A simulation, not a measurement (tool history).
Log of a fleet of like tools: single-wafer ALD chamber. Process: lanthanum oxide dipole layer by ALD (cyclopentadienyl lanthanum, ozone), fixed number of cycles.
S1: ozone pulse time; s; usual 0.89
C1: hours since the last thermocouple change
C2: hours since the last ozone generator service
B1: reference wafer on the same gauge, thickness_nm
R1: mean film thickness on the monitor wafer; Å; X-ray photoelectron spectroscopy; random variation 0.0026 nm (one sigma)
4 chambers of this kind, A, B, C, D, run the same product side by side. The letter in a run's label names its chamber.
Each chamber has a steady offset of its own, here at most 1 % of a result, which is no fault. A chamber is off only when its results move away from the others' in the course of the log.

run 1D day=0.262 | S1=0.89 | C1=135.6 C2=625.2 | B1=0.40322 | R1=4.7295
run 2B day=0.575 | S1=0.89 | C1=1471 C2=747.8 | B1=0.4032 | R1=4.8489
run 3C day=0.879 | S1=0.89 | C1=938.3 C2=1562.7 | B1=0.40261 | R1=4.7519
run 4A day=1.138 | S1=0.89 | C1=566.6 C2=274.6 | B1=0.40289 | R1=4.7817
run 5C day=1.404 | S1=0.89 | C1=950.9 C2=1575.3 | B1=0.40298 | R1=4.7953
run 6D day=1.583 | S1=0.67 | C1=167.3 C2=656.9 | B1=0.40317 | R1=4.1951
-- day=1.842 chamber C: ozone generator serviced
run 7B day=1.871 | S1=0.67 | C1=1502.1 C2=778.9 | B1=0.40245 | R1=4.271
-- day=2.108 chamber D: ozone generator serviced
run 8A day=2.221 | S1=0.67 | C1=592.6 C2=300.6 | B1=0.40273 | R1=4.3101
run 9A day=2.458 | S1=0.67 | C1=598.3 C2=306.3 | B1=0.40346 | R1=4.2425
run 10C day=2.642 | S1=1.05 | C1=980.6 C2=19.3 | B1=0.40352 | R1=5.0462
run 11B day=2.967 | S1=1.05 | C1=1528.4 C2=805.2 | B1=0.40292 | R1=5.0928
run 12D day=3.171 | S1=1.05 | C1=205.4 C2=25.6 | B1=0.40345 | R1=5.0229
run 13D day=3.55 | S1=1.05 | C1=214.5 C2=34.7 | B1=0.40305 | R1=5.0589
run 14A day=3.729 | S1=0.89 | C1=628.8 C2=336.8 | B1=0.40303 | R1=4.7464
run 15C day=4.062 | S1=0.89 | C1=1014.7 C2=53.4 | B1=0.40299 | R1=4.7457
run 16B day=4.425 | S1=0.89 | C1=1563.4 C2=840.2 | B1=0.40268 | R1=4.8413
run 17B day=4.675 | S1=0.89 | C1=1569.4 C2=846.2 | B1=0.40315 | R1=4.8377
run 18A day=5.029 | S1=0.89 | C1=660 C2=368 | B1=0.40292 | R1=4.6664
run 19C day=5.421 | S1=0.89 | C1=1047.3 C2=86 | B1=0.40314 | R1=4.7897
run 20D day=5.612 | S1=0.89 | C1=264 C2=84.2 | B1=0.4033 | R1=4.7408
run 21D day=5.908 | S1=0.89 | C1=271.1 C2=91.3 | B1=0.4029 | R1=4.7844
run 22C day=6.296 | S1=1.06 | C1=1068.3 C2=107 | B1=0.40274 | R1=5.0326
run 23A day=6.479 | S1=1.06 | C1=694.8 C2=402.8 | B1=0.40284 | R1=4.8812
run 24B day=6.833 | S1=1.06 | C1=1621.2 C2=898 | B1=0.40304 | R1=5.1201
run 25D day=7.012 | S1=1.06 | C1=297.6 C2=117.8 | B1=0.40324 | R1=5.0509
run 26A day=7.212 | S1=0.89 | C1=712.4 C2=420.4 | B1=0.40318 | R1=4.44

All 4 chambers run these settings next. Forecast each chamber's results:
run 27A day=7.496 | S1=1.16 | R1=?
run 27B day=7.496 | S1=1.16 | R1=?
run 27C day=7.496 | S1=1.16 | R1=?
run 27D day=7.496 | S1=1.16 | R1=?

run=27A R1=4.9382
run=27B R1=5.2296
run=27C R1=5.2092
run=27D R1=5.1995
